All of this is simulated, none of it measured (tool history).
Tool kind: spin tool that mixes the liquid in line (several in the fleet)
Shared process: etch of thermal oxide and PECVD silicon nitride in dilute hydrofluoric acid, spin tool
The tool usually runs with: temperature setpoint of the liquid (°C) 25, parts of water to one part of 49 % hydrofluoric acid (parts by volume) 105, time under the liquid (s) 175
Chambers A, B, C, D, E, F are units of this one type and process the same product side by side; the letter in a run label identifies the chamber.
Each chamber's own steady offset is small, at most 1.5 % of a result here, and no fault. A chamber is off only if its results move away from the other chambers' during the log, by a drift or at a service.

run   hour  temperature setpoint of the liquid (°C)  parts of water to one part of 49 % hydrofluoric acid (parts by volume)  time under the liquid (s)  read-back film thickness of the thermal oxide reference wafer, read on the same gauge (nm)  read-back film thickness of the PECVD silicon nitride reference wafer, read on the same gauge (nm)  thickness taken off the thermal oxide on a monitor wafer (nm)  thickness taken off the PECVD silicon nitride on a monitor wafer (nm)
 1F    7.2                                       25                                                                     105                        175                                                                                      150.01                                                                                              59.994                                                         8.2122                                                                 5.9467
 2B   18.9                                       25                                                                     105                        175                                                                                      150.01                                                                                              59.998                                                         8.0848                                                                 5.9465
 3C   24.8                                       25                                                                     105                        175                                                                                      150.01                                                                                              60.013                                                         8.1105                                                                 5.9185
      28.2  -- chamber C: hydrofluoric acid flow meter replaced
 4A   33.3                                       25                                                                     105                        175                                                                                      150.04                                                                                              59.996                                                         8.1003                                                                 6.0024
 5D   46.6                                       25                                                                     105                        175                                                                                      150.04                                                                                              59.992                                                         8.0946                                                                 5.8619
 6E   53.7                                       23                                                                     105                        100                                                                                      150.01                                                                                              60.010                                                         4.2765                                                                 2.9492
 7D   65.1                                       23                                                                     105                        100                                                                                      150.02                                                                                              59.996                                                         4.2796                                                                 2.9545
 8C   76.1                                       23                                                                     105                        100                                                                                      149.99                                                                                              59.997                                                         4.2389                                                                 2.9497
 9A   88.7                                       23                                                                     105                        100                                                                                      150.00                                                                                              60.005                                                         4.2231                                                                 3.0144
10B  100.7                                       23                                                                     105                        100                                                                                      150.00                                                                                              59.997                                                         4.2887                                                                 2.9538
11E  111.9                                       23                                                                     105                        100                                                                                      150.00                                                                                              60.005                                                         4.2203                                                                 2.9388
12F  120.3                                       25                                                                     105                        175                                                                                      150.01                                                                                              60.003                                                         8.1040                                                                 5.9086
     126.1  -- chamber A: hydrofluoric acid flow meter replaced
13C  133.4                                       25                                                                     105                        175                                                                                      149.99                                                                                              59.998                                                         8.0899                                                                 5.9299
14F  146.6                                       25                                                                     105                        175                                                                                      150.01                                                                                              60.005                                                         8.1515                                                                 5.9709
15E  155.0                                       25                                                                     105                        175                                                                                      150.02                                                                                              59.990                                                         8.1103                                                                 5.8283
16D  163.0                                       25                                                                     105                        175                                                                                      150.01                                                                                              60.001                                                         8.0930                                                                 5.9678
     172.5  -- chamber D: thermometer replaced
17B  173.7                                       25                                                                     105                        175                                                                                      150.03                                                                                              60.013                                                         8.3764                                                                 6.0195
18A  186.3                                       25                                                                     105                        175                                                                                      150.04                                                                                              60.007                                                         7.9676                                                                 5.9113
19C  196.3                                       25                                                                     105                        175                                                                                      150.02                                                                                              59.990                                                         8.0664                                                                 5.9826
     204.8  -- chamber B: thermometer replaced
     204.9  -- chamber C: thermometer replaced
20F  208.2                                       25                                                                     105                        175                                                                                      150.04                                                                                              59.980                                                         8.0604                                                                 5.9522
21E  214.7                                       25                                                                     105                        175                                                                                      150.05                                                                                              59.985                                                         8.0583                                                                 5.9979
22A  224.0                                       29                                                                     105                        175                                                                                      149.99                                                                                              60.005                                                         9.3760                                                                 7.6051
23B  234.6                                       29                                                                     105                        175                                                                                      150.00                                                                                              59.995                                                         9.7164                                                                 7.9599
24D  247.0                                       29                                                                     105                        175                                                                                      150.03                                                                                              60.001                                                         9.5508                                                                 7.6835
25B  260.3                                       29                                                                     105                        175                                                                                      150.00                                                                                              60.017                                                         9.8178                                                                 8.0419
26D  272.1                                       29                                                                     105                        175                                                                                      150.00                                                                                              59.986                                                         9.3737                                                                 7.7329
27A  283.7                                       29                                                                     105                        175                                                                                      150.01                                                                                              60.018                                                         9.2160                                                                 7.5882
28C  295.6                                       25                                                                     105                        175                                                                                      150.00                                                                                              60.023                                                         8.0686                                                                 5.9847
29E  308.2                                       25                                                                     105                        175                                                                                      149.99                                                                                              59.989                                                         8.1270                                                                 5.8588
30F  315.6                                       25                                                                     105                        175                                                                                      150.04                                                                                              59.997                                                         8.0709                                                                 5.9416
31A  324.1                                       20                                                                     105                        175                                                                                      149.98                                                                                              60.011                                                         6.5452                                                                 4.2432
32F  334.2                                       20                                                                     105                        175                                                                                      150.03                                                                                              59.993                                                         6.6477                                                                 4.2542
33B  340.4                                       20                                                                     105                        175                                                                                      149.98                                                                                              60.006                                                         6.9432                                                                 4.4355
34D  351.5                                       20                                                                     105                        175                                                                                      149.97                                                                                              60.000                                                         6.5853                                                                 4.1642
35E  362.0                                       20                                                                     105                        175                                                                                      149.99                                                                                              59.991                                                         6.6202                                                                 4.1901
36C  375.3                                       20                                                                     105                        175                                                                                      150.00                                                                                              60.002                                                         6.5933                                                                 4.2760
37A  387.3                                       25                                                                     105                        175                                                                                      150.01                                                                                              60.006                                                         7.9543                                                                 5.8769
38E  399.4                                       25                                                                     105                        175                                                                                      150.04                                                                                              59.994                                                         8.0135                                                                 5.8639
39C  410.9                                       25                                                                     105                        175                                                                                      150.00                                                                                              60.007                                                         7.9996                                                                 5.8693
40B  419.1                                       25                                                                     105                        175                                                                                      149.98                                                                                              60.010                                                         8.6965                                                                 6.3232
41D  427.0                                       25                                                                     105                        175                                                                                      150.01                                                                                              59.979                                                         8.1003                                                                 5.9076

For the next run the whole fleet of 6 chambers uses the same settings. Give each chamber's results:
42A  436.8                                       25                                                                     105                        175                                                                                                                                                                                                                                                              ?                                                                      ?
42B  436.8                                       25                                                                     105                        175                                                                                                                                                                                                                                                              ?                                                                      ?
42C  436.8                                       25                                                                     105                        175                                                                                                                                                                                                                                                              ?                                                                      ?
42D  436.8                                       25                                                                     105                        175                                                                                                                                                                                                                                                              ?                                                                      ?
42E  436.8                                       25                                                                     105                        175                                                                                                                                                                                                                                                              ?                                                                      ?
42F  436.8                                       25                                                                     105                        175                                                                                                                                                                                                                                                              ?                                                                      ?

run  thickness taken off the thermal oxide on a monitor wafer (nm)  thickness taken off the PECVD silicon nitride on a monitor wafer (nm)
42A                                                         8.0599                                                                 5.9361
42B                                                         8.7283                                                                 6.4728
42C                                                         8.0014                                                                 6.0487
42D                                                         7.9905                                                                 5.8403
42E                                                         8.0547                                                                 5.9319
42F                                                         8.0879                                                                 5.8664
